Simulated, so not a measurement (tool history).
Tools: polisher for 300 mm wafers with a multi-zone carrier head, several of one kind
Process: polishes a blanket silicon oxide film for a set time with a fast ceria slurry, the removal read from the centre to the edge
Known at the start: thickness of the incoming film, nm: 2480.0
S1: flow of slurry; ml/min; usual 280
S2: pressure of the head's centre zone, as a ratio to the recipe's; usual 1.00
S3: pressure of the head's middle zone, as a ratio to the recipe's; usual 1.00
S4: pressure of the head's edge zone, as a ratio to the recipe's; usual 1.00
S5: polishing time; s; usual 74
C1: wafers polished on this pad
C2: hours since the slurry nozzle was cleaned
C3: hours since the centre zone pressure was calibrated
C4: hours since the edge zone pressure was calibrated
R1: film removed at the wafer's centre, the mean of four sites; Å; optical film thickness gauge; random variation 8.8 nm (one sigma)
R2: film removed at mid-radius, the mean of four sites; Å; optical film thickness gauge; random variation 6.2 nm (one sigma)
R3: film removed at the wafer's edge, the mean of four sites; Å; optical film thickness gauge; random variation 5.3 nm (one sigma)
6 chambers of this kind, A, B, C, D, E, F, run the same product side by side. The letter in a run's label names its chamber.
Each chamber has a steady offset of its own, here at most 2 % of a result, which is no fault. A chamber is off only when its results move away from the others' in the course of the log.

run	day	S1	S2	S3	S4	S5	C1	C2	C3	C4	R1	R2	R3
1E	0.092	280	1.00	1.00	1.00	74	1119	38.2	182.4	320.1	7327.6	7538.5	7291.7
2D	0.229	280	1.00	1.00	1.00	74	188	180.3	48.3	268.2	7670.5	7411.1	7412.1
3B	0.338	280	1.00	1.00	1.00	74	448	292.1	450.9	846.7	7265.4	7341.7	7435.5
4F	0.446	280	1.00	1.00	1.00	74	203	207.2	278.0	944.4	7534.3	7381.6	7420.1
5A	0.654	280	1.00	1.00	1.00	74	279	148.8	711.5	827.7	7297.0	7509.9	7481.0
6C	0.854	280	1.00	1.00	1.00	74	563	676.1	854.9	184.9	7257.4	7371.8	7324.2
7F	0.967	280	1.00	1.00	1.00	74	354	219.7	290.5	956.9	7255.5	7403.6	7508.7
8D	1.112	280	1.00	0.89	1.00	63	445	201.5	69.5	289.4	6550.5	5641.6	6255.6
# day 1.246: chamber E: worn pad replaced by a new one
9B	1.275	280	1.00	0.89	1.00	63	721	314.6	473.4	869.2	6085.4	5638.1	6242.6
10A	1.438	280	1.00	0.89	1.00	63	507	167.6	730.3	846.5	6193.2	5625.7	6329.0
11E	1.592	280	1.00	0.89	1.00	63	101	74.2	218.4	356.1	6278.5	5595.5	6284.6
12C	1.779	280	1.00	0.89	1.00	63	832	698.3	877.1	207.1	6168.3	5620.1	6192.9
13E	1.879	280	1.00	0.89	1.00	63	184	81.1	225.3	363.0	6338.3	5634.2	6240.4
14A	1.983	280	1.00	1.00	1.00	74	666	180.7	743.4	859.6	7313.2	7448.6	7461.9
# day 2.046: chamber C: worn pad replaced by a new one
# day 2.100: chamber F: slurry nozzle cleaned
15C	2.117	280	0.95	1.00	1.00	89	21	706.4	885.2	215.2	8414.2	8918.1	8788.8
# day 2.225: chamber D: worn pad replaced by a new one
16F	2.225	280	0.95	1.00	1.00	89	720	3.1	320.7	987.1	8363.9	8900.3	9010.1
17B	2.346	280	0.95	1.00	1.00	89	1032	340.3	499.1	894.9	8328.1	8835.3	8862.8
18D	2.483	280	0.95	1.00	1.00	89	75	234.4	102.4	322.3	8449.3	8882.3	8882.6
# day 2.608: chamber B: worn pad replaced by a new one
19F	2.662	280	0.95	1.00	1.00	89	847	13.6	331.2	997.6	8205.5	8950.7	8985.8
20B	2.771	280	0.95	1.00	1.00	89	48	350.5	509.3	905.1	8116.0	8749.5	8836.1
21E	2.958	280	1.00	1.00	1.00	74	498	107.0	251.2	388.9	7565.1	7370.4	7394.4
# day 3.050: chamber F: worn pad replaced by a new one
# day 3.121: chamber C: slurry nozzle cleaned
22C	3.167	370	1.00	1.00	1.07	74	326	1.1	910.4	240.4	7908.0	7518.2	7690.6
23D	3.308	370	1.00	1.00	1.07	74	315	254.2	122.2	342.1	7775.5	7657.1	7848.3
# day 3.400: chamber A: worn pad replaced by a new one
24A	3.462	370	1.00	1.00	1.07	74	18	216.2	778.9	895.1	7579.2	7654.3	7915.6
25B	3.633	370	1.00	1.00	1.07	74	298	371.2	530.0	925.8	7561.6	7606.8	7724.1
26C	3.779	370	1.00	1.00	1.07	74	504	15.8	925.1	255.1	8002.1	7708.2	7708.0
27D	3.958	370	1.00	1.00	1.07	74	504	269.8	137.8	357.7	7741.3	7587.7	7844.0
28E	4.050	280	1.00	1.00	1.00	74	815	133.2	277.4	415.1	7401.7	7364.6	7413.3
29A	4.154	280	1.00	1.00	1.00	74	219	232.8	795.5	911.7	7296.4	7341.7	7418.1
30F	4.250	200	1.00	1.11	1.00	74	348	51.7	369.3	1035.7	7091.9	7918.4	7129.4
31F	4.438	200	1.00	1.11	1.00	74	403	56.2	373.8	1040.2	7129.6	7758.4	7210.2
# day 4.562: chamber D: worn pad replaced by a new one
32E	4.621	200	1.00	1.11	1.00	74	981	146.9	291.1	428.8	7297.4	7774.9	7115.4
# day 4.725: chamber C: worn pad replaced by a new one
33B	4.754	200	1.00	1.11	1.00	74	624	398.1	556.9	952.7	6855.1	7794.2	7119.1
34A	4.888	200	1.00	1.11	1.00	74	432	250.4	813.1	929.3	6892.9	7774.3	7095.9
35D	4.988	200	1.00	1.11	1.00	74	123	294.5	162.5	382.4	7222.0	7972.8	7164.0
36C	5.183	280	1.00	1.00	1.00	74	133	49.5	958.8	288.8	8096.9	7515.6	7380.2
37F	5.304	280	1.00	1.00	1.00	74	655	77.0	394.6	1061.0	7487.9	7317.6	7473.6
# day 5.317: chamber E: worn pad replaced by a new one
38D	5.500	280	1.00	1.00	1.00	74	272	306.8	174.8	394.7	7526.4	7450.8	7418.1
39A	5.617	280	1.00	0.90	1.00	74	644	267.9	830.6	946.8	7292.8	6718.5	7392.7
40E	5.825	280	1.00	0.90	1.00	74	148	175.8	320.0	457.7	7321.7	6689.9	7418.3
41C	5.967	280	1.00	0.90	1.00	74	360	68.3	977.6	307.6	8283.3	6670.8	7301.0
42B	6.171	280	1.00	0.90	1.00	74	1036	432.1	590.9	986.7	7221.5	6644.9	7345.5
43A	6.329	280	1.00	0.90	1.00	74	851	285.0	847.7	963.9	7395.1	6694.3	7388.2

All 6 chambers run these settings next. Forecast each chamber's results:
44A	6.479	280	1.00	1.00	1.09	74					?	?	?
44B	6.479	280	1.00	1.00	1.09	74					?	?	?
44C	6.479	280	1.00	1.00	1.09	74					?	?	?
44D	6.479	280	1.00	1.00	1.09	74					?	?	?
44E	6.479	280	1.00	1.00	1.09	74					?	?	?
44F	6.479	280	1.00	1.00	1.09	74					?	?	?

run	R1	R2	R3
44A	7266.3	7475.4	7784.8
44B	7381.6	7276.8	7769.4
44C	8363.4	7415.6	7583.9
44D	7670.1	7341.4	7786.0
44E	7448.5	7391.7	7764.2
44F	7576.8	7527.1	7812.0
